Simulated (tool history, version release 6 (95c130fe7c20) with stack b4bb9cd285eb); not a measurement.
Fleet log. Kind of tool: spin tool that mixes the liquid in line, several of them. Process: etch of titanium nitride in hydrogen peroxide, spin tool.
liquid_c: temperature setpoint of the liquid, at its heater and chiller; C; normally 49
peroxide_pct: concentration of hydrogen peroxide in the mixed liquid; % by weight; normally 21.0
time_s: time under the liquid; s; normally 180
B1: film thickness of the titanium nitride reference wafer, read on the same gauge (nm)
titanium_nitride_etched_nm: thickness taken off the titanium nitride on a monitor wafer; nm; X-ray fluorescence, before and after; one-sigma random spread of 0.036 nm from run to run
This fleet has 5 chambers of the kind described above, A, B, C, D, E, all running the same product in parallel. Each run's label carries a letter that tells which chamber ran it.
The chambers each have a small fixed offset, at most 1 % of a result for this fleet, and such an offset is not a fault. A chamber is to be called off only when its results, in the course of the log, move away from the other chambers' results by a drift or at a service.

run 1B hour=7.2 | liquid_c=49 peroxide_pct=21.0 time_s=180 | B1=119.98 | titanium_nitride_etched_nm=4.1811
run 2D hour=16.1 | liquid_c=49 peroxide_pct=21.0 time_s=180 | B1=119.98 | titanium_nitride_etched_nm=4.2247
-- hour=18.3 chamber A: thermometer replaced
run 3E hour=25.1 | liquid_c=49 peroxide_pct=21.0 time_s=180 | B1=119.97 | titanium_nitride_etched_nm=4.2050
-- hour=25.9 chamber A: new drum of peroxide connected
run 4A hour=31.6 | liquid_c=49 peroxide_pct=21.0 time_s=180 | B1=120.00 | titanium_nitride_etched_nm=4.2114
run 5C hour=36.1 | liquid_c=49 peroxide_pct=21.0 time_s=180 | B1=120.02 | titanium_nitride_etched_nm=4.2401
run 6E hour=43.7 | liquid_c=49 peroxide_pct=25.5 time_s=180 | B1=120.02 | titanium_nitride_etched_nm=4.4050
run 7A hour=49.3 | liquid_c=49 peroxide_pct=25.5 time_s=180 | B1=119.99 | titanium_nitride_etched_nm=4.3907
-- hour=52.5 chamber D: new drum of peroxide connected
run 8D hour=54.4 | liquid_c=49 peroxide_pct=25.5 time_s=180 | B1=119.96 | titanium_nitride_etched_nm=4.5034
run 9B hour=63.5 | liquid_c=49 peroxide_pct=25.5 time_s=180 | B1=120.03 | titanium_nitride_etched_nm=4.4367
run 10C hour=72.4 | liquid_c=49 peroxide_pct=25.5 time_s=180 | B1=120.02 | titanium_nitride_etched_nm=4.4623
run 11E hour=80.8 | liquid_c=49 peroxide_pct=21.0 time_s=180 | B1=120.02 | titanium_nitride_etched_nm=4.2518
run 12A hour=85.7 | liquid_c=49 peroxide_pct=21.0 time_s=180 | B1=119.95 | titanium_nitride_etched_nm=4.1890
run 13C hour=90.1 | liquid_c=49 peroxide_pct=21.0 time_s=180 | B1=120.00 | titanium_nitride_etched_nm=4.2390
run 14D hour=95.6 | liquid_c=49 peroxide_pct=21.0 time_s=180 | B1=120.02 | titanium_nitride_etched_nm=4.1979
run 15B hour=102.6 | liquid_c=49 peroxide_pct=21.0 time_s=180 | B1=119.96 | titanium_nitride_etched_nm=4.2132
run 16A hour=107.2 | liquid_c=49 peroxide_pct=21.0 time_s=180 | B1=119.99 | titanium_nitride_etched_nm=4.1943
run 17C hour=112.9 | liquid_c=49 peroxide_pct=21.0 time_s=180 | B1=119.98 | titanium_nitride_etched_nm=4.2152
-- hour=119.4 chamber A: peroxide flow meter replaced
run 18D hour=122.0 | liquid_c=49 peroxide_pct=18.0 time_s=180 | B1=119.96 | titanium_nitride_etched_nm=4.0743
run 19B hour=130.3 | liquid_c=49 peroxide_pct=18.0 time_s=180 | B1=119.99 | titanium_nitride_etched_nm=4.0487
run 20E hour=134.5 | liquid_c=49 peroxide_pct=18.0 time_s=180 | B1=120.02 | titanium_nitride_etched_nm=4.1229
run 21A hour=140.7 | liquid_c=49 peroxide_pct=18.0 time_s=180 | B1=119.99 | titanium_nitride_etched_nm=4.1079
run 22C hour=148.0 | liquid_c=49 peroxide_pct=18.0 time_s=180 | B1=119.99 | titanium_nitride_etched_nm=4.1128
run 23E hour=152.6 | liquid_c=49 peroxide_pct=21.0 time_s=180 | B1=120.00 | titanium_nitride_etched_nm=4.2605
-- hour=152.9 chamber B: peroxide flow meter replaced
run 24D hour=160.2 | liquid_c=49 peroxide_pct=21.0 time_s=180 | B1=119.98 | titanium_nitride_etched_nm=4.1914
run 25B hour=169.4 | liquid_c=49 peroxide_pct=21.0 time_s=180 | B1=120.04 | titanium_nitride_etched_nm=4.2013
run 26B hour=174.6 | liquid_c=49 peroxide_pct=21.0 time_s=180 | B1=119.99 | titanium_nitride_etched_nm=4.2338
run 27C hour=179.4 | liquid_c=49 peroxide_pct=21.0 time_s=180 | B1=120.00 | titanium_nitride_etched_nm=4.2577
run 28A hour=185.8 | liquid_c=49 peroxide_pct=21.0 time_s=180 | B1=120.05 | titanium_nitride_etched_nm=4.2214
run 29E hour=190.0 | liquid_c=49 peroxide_pct=21.0 time_s=180 | B1=120.00 | titanium_nitride_etched_nm=4.2427
run 30D hour=198.7 | liquid_c=49 peroxide_pct=21.0 time_s=180 | B1=119.97 | titanium_nitride_etched_nm=4.2575
run 31C hour=207.9 | liquid_c=49 peroxide_pct=21.0 time_s=180 | B1=119.97 | titanium_nitride_etched_nm=4.2496
run 32B hour=215.0 | liquid_c=49 peroxide_pct=21.0 time_s=180 | B1=119.98 | titanium_nitride_etched_nm=4.2271
run 33E hour=220.8 | liquid_c=49 peroxide_pct=23.5 time_s=180 | B1=119.96 | titanium_nitride_etched_nm=4.4018
-- hour=225.0 chamber E: thermometer replaced
run 34A hour=225.1 | liquid_c=49 peroxide_pct=23.5 time_s=180 | B1=120.03 | titanium_nitride_etched_nm=4.2703
run 35D hour=233.9 | liquid_c=49 peroxide_pct=23.5 time_s=180 | B1=120.01 | titanium_nitride_etched_nm=4.3560
run 36E hour=238.4 | liquid_c=49 peroxide_pct=23.5 time_s=180 | B1=120.01 | titanium_nitride_etched_nm=4.3353
-- hour=243.0 chamber D: peroxide flow meter replaced
run 37A hour=247.4 | liquid_c=49 peroxide_pct=23.5 time_s=180 | B1=120.01 | titanium_nitride_etched_nm=4.3700
run 38D hour=254.1 | liquid_c=49 peroxide_pct=21.0 time_s=180 | B1=119.99 | titanium_nitride_etched_nm=4.2718
run 39C hour=260.3 | liquid_c=49 peroxide_pct=21.0 time_s=180 | B1=119.97 | titanium_nitride_etched_nm=4.2416
run 40B hour=268.1 | liquid_c=49 peroxide_pct=21.0 time_s=180 | B1=119.98 | titanium_nitride_etched_nm=4.2563
run 41A hour=276.7 | liquid_c=49 peroxide_pct=21.0 time_s=180 | B1=119.98 | titanium_nitride_etched_nm=4.1862
run 42E hour=282.1 | liquid_c=49 peroxide_pct=21.0 time_s=180 | B1=120.00 | titanium_nitride_etched_nm=4.2369

What goes on in this fleet: one chamber off, a drifting gauge, or nothing beyond the chambers' own small offsets? Name the chamber and the cause, if any.

The fleet is healthy, with each chamber sitting at its usual small offset and no drift in the gauge.

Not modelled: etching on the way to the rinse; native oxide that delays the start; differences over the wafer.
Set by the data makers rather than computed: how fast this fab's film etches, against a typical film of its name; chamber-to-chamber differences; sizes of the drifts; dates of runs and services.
